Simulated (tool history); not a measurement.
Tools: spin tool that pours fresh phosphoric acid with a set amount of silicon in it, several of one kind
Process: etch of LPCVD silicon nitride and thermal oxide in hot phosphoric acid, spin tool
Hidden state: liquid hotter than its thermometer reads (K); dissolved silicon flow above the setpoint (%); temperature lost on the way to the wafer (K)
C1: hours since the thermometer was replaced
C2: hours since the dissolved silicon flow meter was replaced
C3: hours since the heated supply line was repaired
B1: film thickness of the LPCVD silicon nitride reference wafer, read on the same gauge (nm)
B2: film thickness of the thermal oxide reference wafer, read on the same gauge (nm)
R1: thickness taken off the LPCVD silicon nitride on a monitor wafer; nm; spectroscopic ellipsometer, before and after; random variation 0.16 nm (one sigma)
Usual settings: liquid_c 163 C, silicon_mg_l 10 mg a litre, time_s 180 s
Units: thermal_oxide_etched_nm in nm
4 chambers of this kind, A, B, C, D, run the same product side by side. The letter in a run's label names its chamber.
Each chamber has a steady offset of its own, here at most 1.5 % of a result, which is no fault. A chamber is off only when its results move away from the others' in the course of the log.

run 1C hour=11.3 | liquid_c=163 silicon_mg_l=10 time_s=180 | C1=1732.3 C2=20.3 C3=2278.4 | B1=109.99 B2=30.014 | R1=16.804 thermal_oxide_etched_nm=0.55317
run 2B hour=18.4 | liquid_c=163 silicon_mg_l=10 time_s=180 | C1=31.8 C2=437.6 C3=814.1 | B1=109.97 B2=29.994 | R1=16.75 thermal_oxide_etched_nm=0.48441
run 3A hour=32.9 | liquid_c=163 silicon_mg_l=10 time_s=180 | C1=1082.7 C2=227.5 C3=1222.1 | B1=110.06 B2=29.995 | R1=17.064 thermal_oxide_etched_nm=0.59227
run 4D hour=48.4 | liquid_c=163 silicon_mg_l=10 time_s=180 | C1=642.5 C2=1850.7 C3=1029.4 | B1=110.04 B2=29.978 | R1=16.838 thermal_oxide_etched_nm=0.59607
run 5A hour=62.9 | liquid_c=163 silicon_mg_l=10 time_s=180 | C1=1112.7 C2=257.5 C3=1252.1 | B1=109.99 B2=30.013 | R1=16.768 thermal_oxide_etched_nm=0.55467
run 6D hour=79 | liquid_c=163 silicon_mg_l=10 time_s=180 | C1=673.1 C2=1881.3 C3=1060 | B1=109.98 B2=30.012 | R1=16.857 thermal_oxide_etched_nm=0.51849
run 7B hour=93.4 | liquid_c=163 silicon_mg_l=10 time_s=180 | C1=106.8 C2=512.6 C3=889.1 | B1=110.03 B2=29.995 | R1=16.84 thermal_oxide_etched_nm=0.46156
run 8C hour=106.6 | liquid_c=163 silicon_mg_l=10 time_s=180 | C1=1827.6 C2=115.6 C3=2373.7 | B1=109.97 B2=30.034 | R1=17.177 thermal_oxide_etched_nm=0.44044
run 9B hour=114.8 | liquid_c=163 silicon_mg_l=10 time_s=180 | C1=128.2 C2=534 C3=910.5 | B1=110.01 B2=29.961 | R1=16.77 thermal_oxide_etched_nm=0.53456
run 10A hour=124 | liquid_c=163 silicon_mg_l=10 time_s=180 | C1=1173.8 C2=318.6 C3=1313.2 | B1=110.02 B2=30.009 | R1=17.232 thermal_oxide_etched_nm=0.50278
run 11C hour=135.1 | liquid_c=163 silicon_mg_l=10 time_s=180 | C1=1856.1 C2=144.1 C3=2402.2 | B1=110.01 B2=30.053 | R1=17.052 thermal_oxide_etched_nm=0.47855
run 12D hour=142.8 | liquid_c=163 silicon_mg_l=10 time_s=180 | C1=736.9 C2=1945.1 C3=1123.8 | B1=109.94 B2=29.984 | R1=16.79 thermal_oxide_etched_nm=0.56673
run 13B hour=157.9 | liquid_c=163 silicon_mg_l=10 time_s=180 | C1=171.3 C2=577.1 C3=953.6 | B1=109.94 B2=29.955 | R1=16.032 thermal_oxide_etched_nm=0.53188
-- hour=170.7 chamber A: heated supply line repaired
run 14D hour=173.4 | liquid_c=163 silicon_mg_l=10 time_s=180 | C1=767.5 C2=1975.7 C3=1154.4 | B1=110 B2=30.017 | R1=16.96 thermal_oxide_etched_nm=0.48389
run 15C hour=187.4 | liquid_c=163 silicon_mg_l=10 time_s=180 | C1=1908.4 C2=196.4 C3=2454.5 | B1=109.94 B2=29.991 | R1=17.07 thermal_oxide_etched_nm=0.54958
run 16A hour=195.9 | liquid_c=163 silicon_mg_l=10 time_s=180 | C1=1245.7 C2=390.5 C3=25.2 | B1=109.99 B2=30.008 | R1=17.288 thermal_oxide_etched_nm=0.5326
run 17A hour=208.6 | liquid_c=163 silicon_mg_l=10 time_s=180 | C1=1258.4 C2=403.2 C3=37.9 | B1=110 B2=29.935 | R1=17.214 thermal_oxide_etched_nm=0.57563
-- hour=213.6 chamber C: heated supply line repaired
run 18C hour=224.2 | liquid_c=163 silicon_mg_l=10 time_s=180 | C1=1945.2 C2=233.2 C3=10.7 | B1=109.99 B2=29.994 | R1=16.909 thermal_oxide_etched_nm=0.52782
run 19B hour=239.1 | liquid_c=163 silicon_mg_l=10 time_s=180 | C1=252.5 C2=658.3 C3=1034.8 | B1=110.01 B2=29.994 | R1=16.174 thermal_oxide_etched_nm=0.4863
-- hour=242.2 chamber C: thermometer replaced
run 20D hour=247.5 | liquid_c=163 silicon_mg_l=15.5 time_s=180 | C1=841.6 C2=2049.8 C3=1228.5 | B1=109.98 B2=29.945 | R1=16.625 thermal_oxide_etched_nm=0.45379
run 21D hour=255.3 | liquid_c=163 silicon_mg_l=15.5 time_s=180 | C1=849.4 C2=2057.6 C3=1236.3 | B1=109.99 B2=30.001 | R1=16.722 thermal_oxide_etched_nm=0.46408
run 22A hour=263.4 | liquid_c=163 silicon_mg_l=15.5 time_s=180 | C1=1313.2 C2=458 C3=92.7 | B1=110.01 B2=29.956 | R1=17.341 thermal_oxide_etched_nm=0.4373
run 23B hour=278 | liquid_c=163 silicon_mg_l=15.5 time_s=180 | C1=291.4 C2=697.2 C3=1073.7 | B1=109.93 B2=30 | R1=15.737 thermal_oxide_etched_nm=0.38253
run 24C hour=287.7 | liquid_c=163 silicon_mg_l=10 time_s=180 | C1=45.5 C2=296.7 C3=74.2 | B1=109.98 B2=29.97 | R1=16.793 thermal_oxide_etched_nm=0.48975
run 25D hour=300.1 | liquid_c=163 silicon_mg_l=10 time_s=180 | C1=894.2 C2=2102.4 C3=1281.1 | B1=110.03 B2=30.025 | R1=16.901 thermal_oxide_etched_nm=0.54884
run 26A hour=311.5 | liquid_c=163 silicon_mg_l=10 time_s=180 | C1=1361.3 C2=506.1 C3=140.8 | B1=110 B2=30.014 | R1=17.167 thermal_oxide_etched_nm=0.50424
run 27B hour=321 | liquid_c=163 silicon_mg_l=10 time_s=180 | C1=334.4 C2=740.2 C3=1116.7 | B1=110 B2=29.986 | R1=15.809 thermal_oxide_etched_nm=0.44592
run 28C hour=334.9 | liquid_c=163 silicon_mg_l=10 time_s=180 | C1=92.7 C2=343.9 C3=121.4 | B1=109.96 B2=29.991 | R1=16.822 thermal_oxide_etched_nm=0.55654
run 29D hour=345.5 | liquid_c=163 silicon_mg_l=10 time_s=180 | C1=939.6 C2=2147.8 C3=1326.5 | B1=109.95 B2=30.016 | R1=16.851 thermal_oxide_etched_nm=0.50475
run 30A hour=357 | liquid_c=163 silicon_mg_l=10 time_s=180 | C1=1406.8 C2=551.6 C3=186.3 | B1=109.95 B2=30.03 | R1=17.128 thermal_oxide_etched_nm=0.62262
run 31C hour=371.5 | liquid_c=163 silicon_mg_l=10 time_s=180 | C1=129.3 C2=380.5 C3=158 | B1=110 B2=30.036 | R1=16.877 thermal_oxide_etched_nm=0.49594
run 32B hour=382 | liquid_c=163 silicon_mg_l=10 time_s=180 | C1=395.4 C2=801.2 C3=1177.7 | B1=110 B2=30.011 | R1=15.369 thermal_oxide_etched_nm=0.36256
run 33C hour=392.3 | liquid_c=163 silicon_mg_l=10 time_s=180 | C1=150.1 C2=401.3 C3=178.8 | B1=110.01 B2=30.01 | R1=16.892 thermal_oxide_etched_nm=0.56052

What goes on in this fleet: one chamber off, a drifting gauge, or nothing beyond the chambers' own small offsets? Name the chamber and the cause, if any.

Chamber B drifts away from the others.
Cause: temperature lost on the way to the wafer (K) = 3.29.

Here are 4 candidates for chamber B's next run, each the usual settings with a change, their results left as question marks. Which one brings its results back in line with what the others give on the usual settings?
In line means no further than this from the other chambers' mean on the usual settings: R1 0.57 nm; thermal_oxide_etched_nm 0.14 nm
run 34B-1 hour=404.1 | liquid_c=164 silicon_mg_l=5.5 time_s=195 | R1=? thermal_oxide_etched_nm=?
run 34B-2 hour=404.1 | liquid_c=165 silicon_mg_l=3.5 time_s=200 | R1=? thermal_oxide_etched_nm=?
run 34B-3 hour=404.1 | liquid_c=162 silicon_mg_l=14 time_s=170 | R1=? thermal_oxide_etched_nm=?
run 34B-4 hour=404.1 | liquid_c=161.5 silicon_mg_l=16 time_s=160 | R1=? thermal_oxide_etched_nm=?

The other chambers' mean on the usual settings: R1 16.898 nm; thermal_oxide_etched_nm 0.52372 nm
run=34B-1 R1=17.076 thermal_oxide_etched_nm=0.52146
run=34B-2 R1=18.109 thermal_oxide_etched_nm=0.59904
run=34B-3 R1=13.914 thermal_oxide_etched_nm=0.32503
run=34B-4 R1=12.876 thermal_oxide_etched_nm=0.28105
34B-1 brings the chamber back in line.
